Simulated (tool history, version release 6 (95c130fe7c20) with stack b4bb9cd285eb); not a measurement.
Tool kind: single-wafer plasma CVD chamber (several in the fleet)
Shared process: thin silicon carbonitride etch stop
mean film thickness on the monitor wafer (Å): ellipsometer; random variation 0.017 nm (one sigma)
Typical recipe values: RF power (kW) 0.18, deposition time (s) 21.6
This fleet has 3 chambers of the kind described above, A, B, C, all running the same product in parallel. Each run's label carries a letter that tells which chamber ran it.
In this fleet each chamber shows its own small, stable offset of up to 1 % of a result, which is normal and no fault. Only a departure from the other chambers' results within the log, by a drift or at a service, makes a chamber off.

run    day  RF power (kW)  deposition time (s)  hours since the last thermocouple change  hours since the last RF generator calibration  read-back reference wafer on the same gauge, thickness_nm  mean film thickness on the monitor wafer (Å)
 1B  0.183           0.18                 21.6                                     176.1                                          462.2                                                     13.294                                        118.37
 2A  0.325           0.18                 21.6                                     415.6                                         1233.2                                                     13.292                                        119.25
 3C  0.467           0.18                 21.6                                       429                                         1822.6                                                     13.297                                        119.31
 4C  0.562           0.18                 21.6                                     431.3                                         1824.9                                                     13.289                                        119.12
 5A  0.662           0.18                 21.6                                     423.7                                         1241.3                                                     13.292                                        119.17
 6B  0.767           0.18                 21.6                                     190.1                                          476.2                                                      13.29                                        118.06
 7C  0.879           0.18                 21.6                                     438.9                                         1832.5                                                     13.281                                        119.17
 8B  1.046           0.18                 21.6                                     196.8                                          482.9                                                     13.282                                        118.35
 9A  1.179           0.18                 21.6                                     436.1                                         1253.7                                                     13.287                                        119.12
10A  1.279           0.18                 21.6                                     438.5                                         1256.1                                                     13.275                                        119.24
11B  1.396           0.18                 21.6                                     205.2                                          491.3                                                     13.277                                        118.16
12C  1.579           0.18                 21.6                                     455.7                                         1849.3                                                     13.276                                        119.31
13B  1.758           0.18                 21.6                                     213.9                                            500                                                      13.27                                        118.04
14A   1.85           0.18                 21.6                                     452.2                                         1269.8                                                      13.27                                        119.23
15C  1.954           0.18                 21.6                                     464.7                                         1858.3                                                     13.271                                        119.26
16A  2.042           0.18                 21.6                                     456.8                                         1274.4                                                      13.27                                        118.78
17C  2.133           0.18                 21.6                                       469                                         1862.6                                                     13.267                                        119.09
18B  2.242           0.18                 21.6                                     225.5                                          511.6                                                     13.266                                         117.9
19C  2.408           0.18                 21.6                                     475.6                                         1869.2                                                     13.266                                           119
20A  2.512           0.17                 19.1                                     468.1                                         1285.7                                                     13.264                                        102.94
21B  2.608           0.17                 19.1                                     234.3                                          520.4                                                     13.262                                        102.54
     2.721  -- chamber C: RF generator calibrated
22B  2.742           0.17                 19.1                                     237.5                                          523.6                                                     13.257                                        102.72
23A  2.896           0.18                 21.6                                     477.3                                         1294.9                                                     13.251                                        118.62
24C  3.017           0.18                 21.6                                     490.2                                            7.1                                                     13.251                                        119.25
25B  3.138           0.18                 21.6                                       247                                          533.1                                                     13.246                                        117.97
26C  3.262           0.18                 21.6                                     496.1                                             13                                                     13.253                                        118.95
27A  3.362           0.18                 21.6                                     488.5                                         1306.1                                                     13.255                                        118.37
28C  3.496           0.18                 21.6                                     501.7                                           18.6                                                     13.246                                        118.93
29B  3.617           0.18                 21.6                                     258.5                                          544.6                                                     13.246                                        117.92
30A  3.725           0.18                 21.6                                     497.2                                         1314.8                                                     13.242                                        118.36
31B  3.825           0.18                 21.6                                     263.5                                          549.6                                                     13.246                                        118.04
32A  3.942           0.18                 21.6                                     502.4                                           1320                                                     13.237                                        118.75
33C  4.104           0.18                 21.6                                     516.3                                           33.2                                                     13.236                                        119.01
34A  4.296           0.18                 21.6                                     510.9                                         1328.5                                                     13.235                                        118.47
35C  4.488           0.18                 21.6                                     525.5                                           42.4                                                     13.228                                        118.98
36B  4.579           0.18                 21.6                                     281.6                                          567.7                                                     13.225                                        117.79
37A  4.758           0.18                 21.6                                       522                                         1339.6                                                     13.226                                        118.28
38C  4.904           0.18                 21.6                                     535.5                                           52.4                                                     13.224                                        118.68

Decide between three cases: one chamber stands off from its peers, the gauge reading all wafers drifts, or nothing is wrong past each chamber's small offset. Where a chamber is off, say which and what most likely put it there.

The shared gauge is drifting. All chambers look as if they move in step, but none is off.
What lies behind it: gauge reads low (%) = 0.582.
